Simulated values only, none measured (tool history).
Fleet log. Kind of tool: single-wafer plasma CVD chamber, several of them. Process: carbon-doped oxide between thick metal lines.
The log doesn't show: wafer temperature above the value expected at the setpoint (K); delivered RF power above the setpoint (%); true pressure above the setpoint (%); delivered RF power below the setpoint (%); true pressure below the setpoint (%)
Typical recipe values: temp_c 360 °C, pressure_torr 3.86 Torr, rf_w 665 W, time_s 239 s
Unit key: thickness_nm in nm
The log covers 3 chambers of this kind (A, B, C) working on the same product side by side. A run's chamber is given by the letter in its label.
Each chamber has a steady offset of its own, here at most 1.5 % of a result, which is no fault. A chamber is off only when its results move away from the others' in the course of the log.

run	day	temp_c	pressure_torr	rf_w	time_s	hours since the last thermocouple change	hours since the last RF generator calibration	hours since the last manometer calibration	read-back reference wafer on the same gauge, thickness_nm	thickness_nm
1A	0.2	360	3.86	665	239	397.5	722.6	1074.2	1489.2	1349.9
2C	0.492	360	3.86	665	239	61.6	1135.4	867.6	1490.3	1336.2
3B	0.879	360	3.86	665	239	1066.2	606.7	832.4	1489.8	1340.9
4C	1.25	360	3.86	665	239	79.8	1153.6	885.8	1489.9	1323.6
5A	1.592	360	3.86	665	239	430.9	756	1107.6	1492.4	1366.2
6B	1.829	360	3.86	665	239	1089	629.5	855.2	1490.6	1331.5
7C	2.15	360	3.86	665	239	101.4	1175.2	907.4	1489.9	1316.5
8A	2.546	360	3.86	665	239	453.8	778.9	1130.5	1489.2	1348.4
9B	2.775	360	3.86	665	239	1111.7	652.2	877.9	1490.4	1329.6
10B	3.033	360	3.86	665	239	1117.9	658.4	884.1	1487.6	1334.8
11C	3.358	360	3.86	665	239	130.4	1204.2	936.4	1491	1324
12A	3.625	360	3.86	665	239	479.7	804.8	1156.4	1490.4	1347.6
13A	3.988	360	3.42	665	201	488.4	813.5	1165.1	1488.5	1116.3
14C	4.367	360	3.42	665	201	154.6	1228.4	960.6	1491.4	1091.7
# day 4.479: chamber B: capacitance manometer re-zeroed and calibrated
15B	4.6	360	3.42	665	201	1155.5	696	3	1487.3	1109.6
16B	4.958	360	3.86	665	239	1164.1	704.6	11.6	1490	1320.5
17C	5.225	360	3.86	665	239	175.2	1249	981.2	1491.4	1325.7
18A	5.433	360	3.86	665	239	523.1	848.2	1199.8	1488.5	1368.1
19B	5.638	360	3.86	665	239	1180.4	720.9	27.9	1490.5	1339.5
20C	5.871	360	3.86	665	239	190.7	1264.5	996.7	1491.9	1327.9
21A	6.204	360	3.86	665	239	541.6	866.7	1218.3	1491.7	1362
22B	6.55	370	3.86	795	239	1202.3	742.8	49.8	1488.2	1431.7
23C	6.829	370	3.86	795	239	213.7	1287.5	1019.7	1490.2	1434.7
24A	7.233	370	3.86	795	239	566.3	891.4	1243	1488.7	1473.1
25A	7.554	355	3.86	665	239	574	899.1	1250.7	1490.6	1368.2
26C	7.938	355	3.86	665	239	240.3	1314.1	1046.3	1488.7	1342.9
27B	8.321	355	3.86	665	239	1244.8	785.3	92.3	1490.3	1318.5
28C	8.608	360	3.86	745	279	256.4	1330.2	1062.4	1490.5	1661.5
29B	9.025	360	3.86	745	279	1261.7	802.2	109.2	1490.7	1617.4
30A	9.404	360	3.86	745	279	618.4	943.5	1295.1	1491.9	1701.8
31C	9.717	360	3.86	665	239	283	1356.8	1089	1490.8	1318.9
32A	10.138	360	3.86	665	239	636	961.1	1312.7	1490.4	1366.3
# day 10.233: chamber C: capacitance manometer re-zeroed and calibrated
33B	10.483	360	3.86	665	239	1296.7	837.2	144.2	1490.4	1290.9
34C	10.708	360	3.86	665	262	306.8	1380.6	11.4	1491.2	1449.4
35A	11.033	360	3.86	665	262	657.5	982.6	1334.2	1491.8	1493.5
36B	11.279	360	3.86	665	262	1315.8	856.3	163.3	1490.1	1412.5

Is one chamber off against the others, does the gauge drift, or is nothing wrong? If a chamber is off, say which, and what the likeliest cause is.

It is chamber B that slowly wanders off from its peers.
Likeliest cause: delivered RF power below the setpoint (%) = 6.88.

Chamber B could run next with any of the 4 candidate recipes listed below; each alters the usual settings, and their results appear as question marks. Which one brings its results back in line with what the other chambers deliver on the usual settings?
In-line tolerance around the mean of the other chambers on the usual settings: thickness_nm 21 nm
37B-1	11.592	361	3.82	645	239					?
37B-2	11.592	359	3.86	685	239					?
37B-3	11.592	360	3.75	610	239					?
37B-4	11.592	360	3.89	680	248					?

Usual-settings mean across the other chambers: thickness_nm 1344.4 nm
run	thickness_nm
37B-1	1248.5
37B-2	1302.1
37B-3	1207.2
37B-4	1343.7
Change 37B-4 lands the chamber within the allowed miss of the other chambers.
